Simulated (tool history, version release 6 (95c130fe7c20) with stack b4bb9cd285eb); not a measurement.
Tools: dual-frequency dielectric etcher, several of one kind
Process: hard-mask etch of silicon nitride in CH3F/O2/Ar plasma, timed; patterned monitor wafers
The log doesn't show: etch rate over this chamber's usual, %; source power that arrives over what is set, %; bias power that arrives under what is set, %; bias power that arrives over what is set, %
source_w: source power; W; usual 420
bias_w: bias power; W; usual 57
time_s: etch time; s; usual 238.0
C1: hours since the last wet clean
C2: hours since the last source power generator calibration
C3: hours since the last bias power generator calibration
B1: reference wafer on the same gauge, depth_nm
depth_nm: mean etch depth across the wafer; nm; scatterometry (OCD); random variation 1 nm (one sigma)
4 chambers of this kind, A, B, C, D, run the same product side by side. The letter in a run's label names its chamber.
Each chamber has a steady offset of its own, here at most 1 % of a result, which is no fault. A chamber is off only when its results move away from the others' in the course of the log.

{"run": "1A", "day": 0.467, "source_w": 420, "bias_w": 57, "time_s": 238.0, "C1": 556.3, "C2": 2496.0, "C3": 1534.6, "B1": 142.78, "depth_nm": 155.18}
{"run": "2D", "day": 0.892, "source_w": 420, "bias_w": 57, "time_s": 238.0, "C1": 226.1, "C2": 495.1, "C3": 1451.3, "B1": 142.95, "depth_nm": 157.95}
{"day": 0.912, "done": "chamber A: wet clean of the chamber"}
{"run": "3B", "day": 1.362, "source_w": 420, "bias_w": 57, "time_s": 238.0, "C1": 151.6, "C2": 3451.7, "C3": 2088.8, "B1": 142.93, "depth_nm": 156.22}
{"run": "4C", "day": 1.725, "source_w": 420, "bias_w": 57, "time_s": 238.0, "C1": 247.7, "C2": 1234.5, "C3": 1583.3, "B1": 143.13, "depth_nm": 158.29}
{"run": "5A", "day": 2.046, "source_w": 420, "bias_w": 57, "time_s": 238.0, "C1": 27.3, "C2": 2533.9, "C3": 1572.5, "B1": 143.07, "depth_nm": 155.57}
{"day": 2.425, "done": "chamber C: bias power generator calibrated"}
{"run": "6C", "day": 2.525, "source_w": 420, "bias_w": 45, "time_s": 273.0, "C1": 266.9, "C2": 1253.7, "C3": 2.4, "B1": 142.83, "depth_nm": 167.61}
{"run": "7D", "day": 2.858, "source_w": 420, "bias_w": 45, "time_s": 273.0, "C1": 273.3, "C2": 542.3, "C3": 1498.5, "B1": 142.91, "depth_nm": 167.9}
{"run": "8B", "day": 3.362, "source_w": 420, "bias_w": 45, "time_s": 273.0, "C1": 199.6, "C2": 3499.7, "C3": 2136.8, "B1": 143.16, "depth_nm": 168.1}
{"run": "9C", "day": 3.862, "source_w": 420, "bias_w": 45, "time_s": 273.0, "C1": 299.0, "C2": 1285.8, "C3": 34.5, "B1": 142.89, "depth_nm": 167.23}
{"run": "10D", "day": 4.454, "source_w": 420, "bias_w": 57, "time_s": 238.0, "C1": 311.6, "C2": 580.6, "C3": 1536.8, "B1": 143.0, "depth_nm": 158.57}
{"run": "11B", "day": 4.758, "source_w": 420, "bias_w": 57, "time_s": 238.0, "C1": 233.1, "C2": 3533.2, "C3": 2170.3, "B1": 143.07, "depth_nm": 157.21}
{"run": "12A", "day": 5.254, "source_w": 420, "bias_w": 57, "time_s": 238.0, "C1": 104.3, "C2": 2610.9, "C3": 1649.5, "B1": 143.03, "depth_nm": 155.92}
{"run": "13A", "day": 5.608, "source_w": 420, "bias_w": 71, "time_s": 238.0, "C1": 112.8, "C2": 2619.4, "C3": 1658.0, "B1": 143.01, "depth_nm": 166.8}
{"run": "14C", "day": 6.146, "source_w": 420, "bias_w": 71, "time_s": 238.0, "C1": 353.8, "C2": 1340.6, "C3": 89.3, "B1": 142.77, "depth_nm": 170.84}
{"run": "15B", "day": 6.479, "source_w": 420, "bias_w": 71, "time_s": 238.0, "C1": 274.4, "C2": 3574.5, "C3": 2211.6, "B1": 143.23, "depth_nm": 168.24}
{"day": 6.612, "done": "chamber C: source power generator calibrated"}
{"run": "16D", "day": 7.012, "source_w": 420, "bias_w": 71, "time_s": 238.0, "C1": 373.0, "C2": 642.0, "C3": 1598.2, "B1": 143.17, "depth_nm": 167.71}
{"run": "17D", "day": 7.558, "source_w": 420, "bias_w": 57, "time_s": 238.0, "C1": 386.1, "C2": 655.1, "C3": 1611.3, "B1": 143.02, "depth_nm": 159.35}
{"run": "18C", "day": 7.996, "source_w": 420, "bias_w": 57, "time_s": 238.0, "C1": 398.2, "C2": 33.2, "C3": 133.7, "B1": 143.2, "depth_nm": 158.27}
{"run": "19A", "day": 8.512, "source_w": 420, "bias_w": 57, "time_s": 238.0, "C1": 182.5, "C2": 2689.1, "C3": 1727.7, "B1": 143.29, "depth_nm": 154.91}
{"run": "20B", "day": 9.062, "source_w": 500, "bias_w": 57, "time_s": 302.5, "C1": 336.4, "C2": 3636.5, "C3": 2273.6, "B1": 142.84, "depth_nm": 214.43}
{"run": "21A", "day": 9.683, "source_w": 500, "bias_w": 57, "time_s": 302.5, "C1": 210.6, "C2": 2717.2, "C3": 1755.8, "B1": 143.07, "depth_nm": 211.41}
{"run": "22C", "day": 10.008, "source_w": 500, "bias_w": 57, "time_s": 302.5, "C1": 446.5, "C2": 81.5, "C3": 182.0, "B1": 142.91, "depth_nm": 215.58}
{"run": "23B", "day": 10.504, "source_w": 500, "bias_w": 57, "time_s": 302.5, "C1": 371.0, "C2": 3671.1, "C3": 2308.2, "B1": 142.9, "depth_nm": 211.71}
{"run": "24D", "day": 10.917, "source_w": 420, "bias_w": 57, "time_s": 238.0, "C1": 466.7, "C2": 735.7, "C3": 1691.9, "B1": 142.93, "depth_nm": 157.03}
{"run": "25B", "day": 11.288, "source_w": 420, "bias_w": 57, "time_s": 238.0, "C1": 389.8, "C2": 3689.9, "C3": 2327.0, "B1": 142.99, "depth_nm": 159.6}
{"run": "26C", "day": 11.642, "source_w": 380, "bias_w": 57, "time_s": 274.0, "C1": 485.7, "C2": 120.7, "C3": 221.2, "B1": 142.92, "depth_nm": 174.05}
{"run": "27A", "day": 11.921, "source_w": 380, "bias_w": 57, "time_s": 274.0, "C1": 264.3, "C2": 2770.9, "C3": 1809.5, "B1": 142.95, "depth_nm": 173.52}
{"run": "28D", "day": 12.462, "source_w": 380, "bias_w": 57, "time_s": 274.0, "C1": 503.8, "C2": 772.8, "C3": 1729.0, "B1": 142.63, "depth_nm": 173.02}
{"day": 12.725, "done": "chamber B: wet clean of the chamber"}
{"run": "29C", "day": 13.004, "source_w": 380, "bias_w": 57, "time_s": 274.0, "C1": 518.4, "C2": 153.4, "C3": 253.9, "B1": 143.19, "depth_nm": 173.74}
{"day": 13.371, "done": "chamber D: wet clean of the chamber"}
{"run": "30D", "day": 13.492, "source_w": 420, "bias_w": 57, "time_s": 238.0, "C1": 3.0, "C2": 797.5, "C3": 1753.7, "B1": 143.14, "depth_nm": 156.79}
{"run": "31B", "day": 13.971, "source_w": 420, "bias_w": 57, "time_s": 238.0, "C1": 30.0, "C2": 3754.3, "C3": 2391.4, "B1": 142.9, "depth_nm": 158.05}
{"run": "32A", "day": 14.471, "source_w": 420, "bias_w": 57, "time_s": 238.0, "C1": 325.5, "C2": 2832.1, "C3": 1870.7, "B1": 142.93, "depth_nm": 155.99}
{"run": "33D", "day": 15.017, "source_w": 420, "bias_w": 57, "time_s": 238.0, "C1": 39.6, "C2": 834.1, "C3": 1790.3, "B1": 142.76, "depth_nm": 155.85}
{"run": "34B", "day": 15.6, "source_w": 420, "bias_w": 57, "time_s": 238.0, "C1": 69.1, "C2": 3793.4, "C3": 2430.5, "B1": 143.25, "depth_nm": 157.53}
{"run": "35C", "day": 16.033, "source_w": 420, "bias_w": 57, "time_s": 238.0, "C1": 591.1, "C2": 226.1, "C3": 326.6, "B1": 142.96, "depth_nm": 157.35}
{"day": 16.342, "done": "chamber C: wet clean of the chamber"}
{"run": "36A", "day": 16.442, "source_w": 420, "bias_w": 57, "time_s": 302.0, "C1": 372.8, "C2": 2879.4, "C3": 1918.0, "B1": 143.2, "depth_nm": 194.64}
{"run": "37C", "day": 17.071, "source_w": 420, "bias_w": 57, "time_s": 302.0, "C1": 17.6, "C2": 251.0, "C3": 351.5, "B1": 143.09, "depth_nm": 200.29}
{"run": "38B", "day": 17.467, "source_w": 420, "bias_w": 57, "time_s": 302.0, "C1": 113.9, "C2": 3838.2, "C3": 2475.3, "B1": 142.97, "depth_nm": 199.95}
{"run": "39D", "day": 17.946, "source_w": 420, "bias_w": 57, "time_s": 302.0, "C1": 109.9, "C2": 904.4, "C3": 1860.6, "B1": 143.17, "depth_nm": 199.29}
{"run": "40A", "day": 18.575, "source_w": 350, "bias_w": 43, "time_s": 238.0, "C1": 424.0, "C2": 2930.6, "C3": 1969.2, "B1": 143.04, "depth_nm": 131.35}

What goes on in this fleet: one chamber off, a drifting gauge, or nothing beyond the chambers' own small offsets? Name the chamber and the cause, if any.

No chamber stands off beyond its own small offset, and the gauge holds steady.

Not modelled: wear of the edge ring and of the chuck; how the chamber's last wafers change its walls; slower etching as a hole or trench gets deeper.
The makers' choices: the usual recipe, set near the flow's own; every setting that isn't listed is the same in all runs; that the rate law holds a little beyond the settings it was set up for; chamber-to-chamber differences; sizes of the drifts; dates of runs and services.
